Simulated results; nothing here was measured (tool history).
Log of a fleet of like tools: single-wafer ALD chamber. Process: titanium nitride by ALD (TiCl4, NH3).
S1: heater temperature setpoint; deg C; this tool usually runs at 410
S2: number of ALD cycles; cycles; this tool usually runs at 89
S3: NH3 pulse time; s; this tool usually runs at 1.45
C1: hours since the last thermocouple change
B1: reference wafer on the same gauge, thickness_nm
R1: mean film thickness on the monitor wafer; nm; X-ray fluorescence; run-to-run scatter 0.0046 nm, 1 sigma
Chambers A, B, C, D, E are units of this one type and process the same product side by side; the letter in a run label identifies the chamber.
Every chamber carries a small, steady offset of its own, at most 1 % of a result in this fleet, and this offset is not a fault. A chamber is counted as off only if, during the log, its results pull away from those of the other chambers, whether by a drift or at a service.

| run | hour | S1 | S2 | S3 | C1 | B1 | R1 |
|---|---|---|---|---|---|---|---|
| 1E | 4.7 | 410 | 89 | 1.45 | 1796.6 | 1.8392 | 1.9372 |
| 2B | 11.9 | 410 | 89 | 1.45 | 1402.4 | 1.8394 | 1.9643 |
| 3D | 17.3 | 410 | 89 | 1.45 | 574.7 | 1.8396 | 1.94 |
| 4C | 23.9 | 410 | 89 | 1.45 | 853 | 1.841 | 1.9576 |
| 5A | 33.8 | 410 | 89 | 1.45 | 618.1 | 1.84 | 1.958 |
| 6C | 43.4 | 410 | 77 | 0.92 | 872.5 | 1.8406 | 1.658 |
| 7D | 50.9 | 410 | 77 | 0.92 | 608.3 | 1.8405 | 1.6539 |
| 8E | 56.4 | 410 | 77 | 0.92 | 1848.3 | 1.841 | 1.6332 |
| 9B | 62.9 | 410 | 77 | 0.92 | 1453.4 | 1.8413 | 1.6617 |
| 10A | 71 | 410 | 77 | 0.92 | 655.3 | 1.8402 | 1.6585 |
| 11E | 77.2 | 410 | 89 | 1.45 | 1869.1 | 1.8411 | 1.9354 |
| 12C | 83.8 | 410 | 89 | 1.45 | 912.9 | 1.8393 | 1.9584 |
| 13B | 90 | 410 | 89 | 1.45 | 1480.5 | 1.8406 | 1.9541 |
| 14D | 99.7 | 410 | 89 | 1.45 | 657.1 | 1.8398 | 1.9529 |
| 15A | 104.3 | 410 | 89 | 1.45 | 688.6 | 1.8402 | 1.9473 |
| 16C | 112.9 | 410 | 89 | 1.45 | 942 | 1.8401 | 1.959 |
| 17D | 120.6 | 410 | 89 | 1.45 | 678 | 1.8392 | 1.9362 |
| 18A | 125.4 | 410 | 89 | 1.45 | 709.7 | 1.8401 | 1.9515 |
| 19B | 130.7 | 410 | 89 | 1.45 | 1521.2 | 1.8402 | 1.955 |
| 20E | 139.9 | 410 | 89 | 1.45 | 1931.8 | 1.8383 | 1.9286 |
| 21B | 146 | 410 | 89 | 1.45 | 1536.5 | 1.8394 | 1.9684 |
| 22A | 150.6 | 410 | 89 | 1.45 | 734.9 | 1.8416 | 1.9547 |
| 23D | 158.7 | 410 | 100 | 1.94 | 716.1 | 1.8398 | 2.2036 |
| 24E | 166.3 | 410 | 100 | 1.94 | 1958.2 | 1.8406 | 2.1917 |
| 25C | 175.7 | 410 | 100 | 1.94 | 1004.8 | 1.8399 | 2.2199 |
| 26E | 181.7 | 410 | 100 | 1.94 | 1973.6 | 1.84 | 2.1985 |
| 27B | 187.1 | 410 | 100 | 1.94 | 1577.6 | 1.8404 | 2.2293 |
| 28A | 196.5 | 410 | 89 | 1.45 | 780.8 | 1.8398 | 1.9516 |
| 29D | 203.9 | 410 | 89 | 1.45 | 761.3 | 1.8403 | 1.9384 |
|  | 206.7 | chamber C: thermocouple changed; heater temperature recalibrated |
| 30C | 211.7 | 410 | 89 | 1.45 | 5 | 1.841 | 1.9531 |
| 31C | 219.4 | 410 | 89 | 1.45 | 12.7 | 1.8394 | 1.9448 |
| 32B | 227.4 | 410 | 89 | 1.45 | 1617.9 | 1.8412 | 1.954 |
| 33D | 234.2 | 410 | 105 | 1.2 | 791.6 | 1.8413 | 2.264 |
| 34A | 244.1 | 410 | 105 | 1.2 | 828.4 | 1.8398 | 2.2831 |
| 35E | 250.8 | 410 | 105 | 1.2 | 2042.7 | 1.8394 | 2.2508 |
| 36B | 259.5 | 410 | 105 | 1.2 | 1650 | 1.8391 | 2.2897 |
| 37C | 266.5 | 410 | 105 | 1.2 | 59.8 | 1.8409 | 2.2918 |
| 38E | 272.2 | 410 | 98 | 1.64 | 2064.1 | 1.8392 | 2.1306 |
| 39A | 281.1 | 410 | 98 | 1.64 | 865.4 | 1.8402 | 2.1667 |

Has any chamber moved away from the others, gradually or after a service, or does the common gauge drift, or do the chambers differ only by their own small steady offsets? State the chamber and the most likely cause if one applies.

The fleet is healthy, with each chamber sitting at its usual small offset and no drift in the gauge.
